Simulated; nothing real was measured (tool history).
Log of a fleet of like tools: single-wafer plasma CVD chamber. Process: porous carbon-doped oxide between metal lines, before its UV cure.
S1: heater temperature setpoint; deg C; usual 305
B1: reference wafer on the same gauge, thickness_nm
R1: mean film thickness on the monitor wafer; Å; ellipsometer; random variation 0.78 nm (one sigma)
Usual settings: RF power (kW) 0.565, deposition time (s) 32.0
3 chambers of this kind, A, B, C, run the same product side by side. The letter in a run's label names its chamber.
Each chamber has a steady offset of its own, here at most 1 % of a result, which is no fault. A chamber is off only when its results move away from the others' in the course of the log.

{"run": "1A", "hour": 12.2, "S1": 305, "RF power (kW)": 0.565, "deposition time (s)": 32.0, "B1": 206.1, "R1": 1818.8}
{"run": "2B", "hour": 24.8, "S1": 305, "RF power (kW)": 0.565, "deposition time (s)": 32.0, "B1": 206.03, "R1": 1820.3}
{"run": "3C", "hour": 31.4, "S1": 305, "RF power (kW)": 0.565, "deposition time (s)": 32.0, "B1": 205.99, "R1": 1827.1}
{"run": "4C", "hour": 42.6, "S1": 305, "RF power (kW)": 0.565, "deposition time (s)": 32.0, "B1": 206.21, "R1": 1841.6}
{"run": "5A", "hour": 50.5, "S1": 305, "RF power (kW)": 0.5, "deposition time (s)": 32.0, "B1": 205.9, "R1": 1673.8}
{"run": "6B", "hour": 59.1, "S1": 305, "RF power (kW)": 0.5, "deposition time (s)": 32.0, "B1": 205.76, "R1": 1675.0}
{"run": "7B", "hour": 69.9, "S1": 305, "RF power (kW)": 0.5, "deposition time (s)": 32.0, "B1": 205.99, "R1": 1684.9}
{"run": "8A", "hour": 80.2, "S1": 295, "RF power (kW)": 0.565, "deposition time (s)": 27.8, "B1": 206.09, "R1": 1678.3}
{"run": "9C", "hour": 90.5, "S1": 295, "RF power (kW)": 0.565, "deposition time (s)": 27.8, "B1": 205.82, "R1": 1678.8}
{"run": "10B", "hour": 102.3, "S1": 295, "RF power (kW)": 0.565, "deposition time (s)": 27.8, "B1": 206.0, "R1": 1698.2}
{"run": "11A", "hour": 114.5, "S1": 305, "RF power (kW)": 0.565, "deposition time (s)": 36.1, "B1": 205.67, "R1": 2039.6}
{"run": "12C", "hour": 123.2, "S1": 305, "RF power (kW)": 0.565, "deposition time (s)": 36.1, "B1": 206.17, "R1": 2068.7}
{"run": "13A", "hour": 130.3, "S1": 305, "RF power (kW)": 0.565, "deposition time (s)": 36.1, "B1": 206.17, "R1": 2028.6}
{"run": "14B", "hour": 140.2, "S1": 305, "RF power (kW)": 0.565, "deposition time (s)": 32.0, "B1": 206.01, "R1": 1835.9}
{"run": "15C", "hour": 150.1, "S1": 305, "RF power (kW)": 0.565, "deposition time (s)": 32.0, "B1": 206.22, "R1": 1813.0}
{"run": "16B", "hour": 158.6, "S1": 305, "RF power (kW)": 0.49, "deposition time (s)": 29.0, "B1": 206.1, "R1": 1523.4}
{"run": "17C", "hour": 164.4, "S1": 305, "RF power (kW)": 0.49, "deposition time (s)": 29.0, "B1": 205.96, "R1": 1518.2}
{"run": "18A", "hour": 172.2, "S1": 305, "RF power (kW)": 0.49, "deposition time (s)": 29.0, "B1": 206.32, "R1": 1495.6}
{"run": "19A", "hour": 182.1, "S1": 296, "RF power (kW)": 0.615, "deposition time (s)": 32.0, "B1": 206.25, "R1": 2018.4}
{"run": "20C", "hour": 190.9, "S1": 296, "RF power (kW)": 0.615, "deposition time (s)": 32.0, "B1": 206.26, "R1": 2040.5}
{"run": "21B", "hour": 200.7, "S1": 296, "RF power (kW)": 0.615, "deposition time (s)": 32.0, "B1": 206.05, "R1": 2047.5}
{"hour": 205.1, "done": "chamber B: RF generator calibrated"}
{"run": "22B", "hour": 211.2, "S1": 305, "RF power (kW)": 0.565, "deposition time (s)": 32.0, "B1": 206.13, "R1": 1864.7}
{"run": "23A", "hour": 216.9, "S1": 305, "RF power (kW)": 0.565, "deposition time (s)": 32.0, "B1": 206.11, "R1": 1810.8}
{"run": "24C", "hour": 225.5, "S1": 305, "RF power (kW)": 0.565, "deposition time (s)": 32.0, "B1": 205.91, "R1": 1818.5}
{"run": "25A", "hour": 231.3, "S1": 305, "RF power (kW)": 0.565, "deposition time (s)": 32.0, "B1": 205.88, "R1": 1800.5}
{"run": "26B", "hour": 243.5, "S1": 305, "RF power (kW)": 0.565, "deposition time (s)": 35.9, "B1": 206.06, "R1": 2071.5}
{"run": "27C", "hour": 253.0, "S1": 305, "RF power (kW)": 0.565, "deposition time (s)": 35.9, "B1": 206.06, "R1": 2065.8}
{"run": "28C", "hour": 266.1, "S1": 305, "RF power (kW)": 0.565, "deposition time (s)": 35.9, "B1": 206.09, "R1": 2055.5}
{"run": "29A", "hour": 278.8, "S1": 305, "RF power (kW)": 0.565, "deposition time (s)": 32.0, "B1": 205.98, "R1": 1823.0}
{"run": "30B", "hour": 286.6, "S1": 305, "RF power (kW)": 0.565, "deposition time (s)": 32.0, "B1": 206.01, "R1": 1875.1}
{"run": "31C", "hour": 298.0, "S1": 305, "RF power (kW)": 0.565, "deposition time (s)": 32.0, "B1": 206.02, "R1": 1831.5}
{"run": "32B", "hour": 307.6, "S1": 305, "RF power (kW)": 0.565, "deposition time (s)": 32.0, "B1": 206.16, "R1": 1866.1}
{"run": "33A", "hour": 318.3, "S1": 305, "RF power (kW)": 0.565, "deposition time (s)": 32.0, "B1": 206.28, "R1": 1816.6}
{"run": "34A", "hour": 327.0, "S1": 305, "RF power (kW)": 0.565, "deposition time (s)": 32.0, "B1": 206.14, "R1": 1823.9}

All 3 chambers run these settings next. Forecast each chamber's results:
{"run": "35A", "hour": 336.4, "S1": 305, "RF power (kW)": 0.565, "deposition time (s)": 38.1, "R1": "?"}
{"run": "35B", "hour": 336.4, "S1": 305, "RF power (kW)": 0.565, "deposition time (s)": 38.1, "R1": "?"}
{"run": "35C", "hour": 336.4, "S1": 305, "RF power (kW)": 0.565, "deposition time (s)": 38.1, "R1": "?"}

run=35A R1=2147.7
run=35B R1=2216.2
run=35C R1=2169.3

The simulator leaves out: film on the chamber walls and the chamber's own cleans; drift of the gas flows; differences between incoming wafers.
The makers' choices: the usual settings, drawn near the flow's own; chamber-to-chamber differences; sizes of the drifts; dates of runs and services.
